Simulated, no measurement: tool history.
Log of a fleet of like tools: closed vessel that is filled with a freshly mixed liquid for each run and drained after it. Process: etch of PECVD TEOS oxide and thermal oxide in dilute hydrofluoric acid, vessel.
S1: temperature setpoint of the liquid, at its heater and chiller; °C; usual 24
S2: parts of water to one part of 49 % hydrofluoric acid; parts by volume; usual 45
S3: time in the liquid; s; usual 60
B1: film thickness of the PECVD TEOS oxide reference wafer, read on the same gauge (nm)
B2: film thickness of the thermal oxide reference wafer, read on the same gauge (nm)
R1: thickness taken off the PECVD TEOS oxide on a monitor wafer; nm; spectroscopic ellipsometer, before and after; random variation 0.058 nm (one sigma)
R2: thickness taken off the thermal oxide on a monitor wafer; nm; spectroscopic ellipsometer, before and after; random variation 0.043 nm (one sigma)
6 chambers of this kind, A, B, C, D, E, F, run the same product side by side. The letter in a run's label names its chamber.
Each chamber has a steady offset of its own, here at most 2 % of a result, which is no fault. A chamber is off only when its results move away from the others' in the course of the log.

run	hour	S1	S2	S3	B1	B2	R1	R2
1D	9.4	24	45	60	69.996	149.97	12.258	6.7787
2B	14.8	24	45	60	69.996	150	12.144	6.822
3F	22.6	24	45	60	70.014	150	12.264	6.7409
4E	28.8	24	45	60	70.005	149.99	12.198	6.9839
5C	35.4	24	45	60	70.032	150.05	12.198	6.8216
6A	40.4	24	45	60	69.934	150.03	12.206	6.8168
7C	47.7	27.5	50	60	69.979	150	12.548	6.9972
8F	53.1	27.5	50	60	70.048	149.96	12.572	6.9304
9E	60.5	27.5	50	60	69.961	150.02	12.553	7.2477
10B	70.1	27.5	50	60	70.002	150.02	12.489	6.9213
11A	78.8	27.5	50	60	70.008	149.95	12.602	7.1185
12D	87.5	27.5	50	60	70.003	150.01	12.711	6.9514
# hour 88.5: chamber F: thermometer replaced
13B	97	24	40	45	69.998	149.98	10.256	5.796
14C	106.4	24	40	45	69.997	150.02	10.371	5.7402
15F	113.9	24	40	45	69.987	149.99	10.381	5.7621
16A	121.1	24	40	45	69.999	150.04	10.469	5.8082
17E	128.6	24	40	45	70.029	150.01	10.398	5.897
18D	138.1	24	40	45	69.972	150.04	10.417	5.722
19D	144.8	24	65	60	70.022	149.98	8.3528	4.5717
20B	154.3	24	65	60	70.001	150	8.2048	4.5444
21E	161.2	24	65	60	70	150.03	8.2163	4.6937
22A	168.6	24	65	60	70.052	149.97	8.2338	4.5853
23F	174.1	24	65	60	70.05	150.01	8.2336	4.5443
24C	178.5	24	65	60	70.002	149.98	8.1595	4.5985
25D	182.8	26	30	60	70.016	150.02	20.169	11.213
26A	187.1	26	30	60	69.979	149.99	20.338	11.344
27E	193.9	26	30	60	69.989	150.01	20.138	11.634
28F	203.2	26	30	60	70.022	150.01	20.41	11.337
29C	207.4	26	30	60	69.996	149.98	20.379	11.272
30B	213.7	26	30	60	70.021	149.99	20.324	11.272
31F	223.1	24	45	60	70.02	150.01	12.071	6.804
# hour 223.6: chamber C: thermometer replaced
32E	230.8	24	30	75	69.957	150.01	23.318	13.221
33C	239.1	24	30	75	69.966	150.02	23.791	13.111
34D	246.1	24	30	75	70.025	149.97	23.353	12.828
35B	255	24	30	75	70.014	149.99	23.269	13.134
36A	259.9	24	30	75	70.018	149.95	23.569	12.998
37E	265.6	24	30	75	70.004	149.97	23.115	13.356
38B	271.6	24	45	60	70.005	150.04	12.179	6.7814
39C	277.5	24	45	60	69.97	150	12.253	6.7818
40D	284	24	45	60	69.99	149.96	12.332	6.6929
41F	289	24	45	60	70.018	149.99	12.311	6.7683

All 6 chambers run these settings next. Forecast each chamber's results:
42A	295.9	24	45	60			?	?
42B	295.9	24	45	60			?	?
42C	295.9	24	45	60			?	?
42D	295.9	24	45	60			?	?
42E	295.9	24	45	60			?	?
42F	295.9	24	45	60			?	?

run	R1	R2
42A	12.223	6.8342
42B	12.134	6.8023
42C	12.264	6.6766
42D	12.225	6.7241
42E	12.142	6.9631
42F	12.197	6.7863
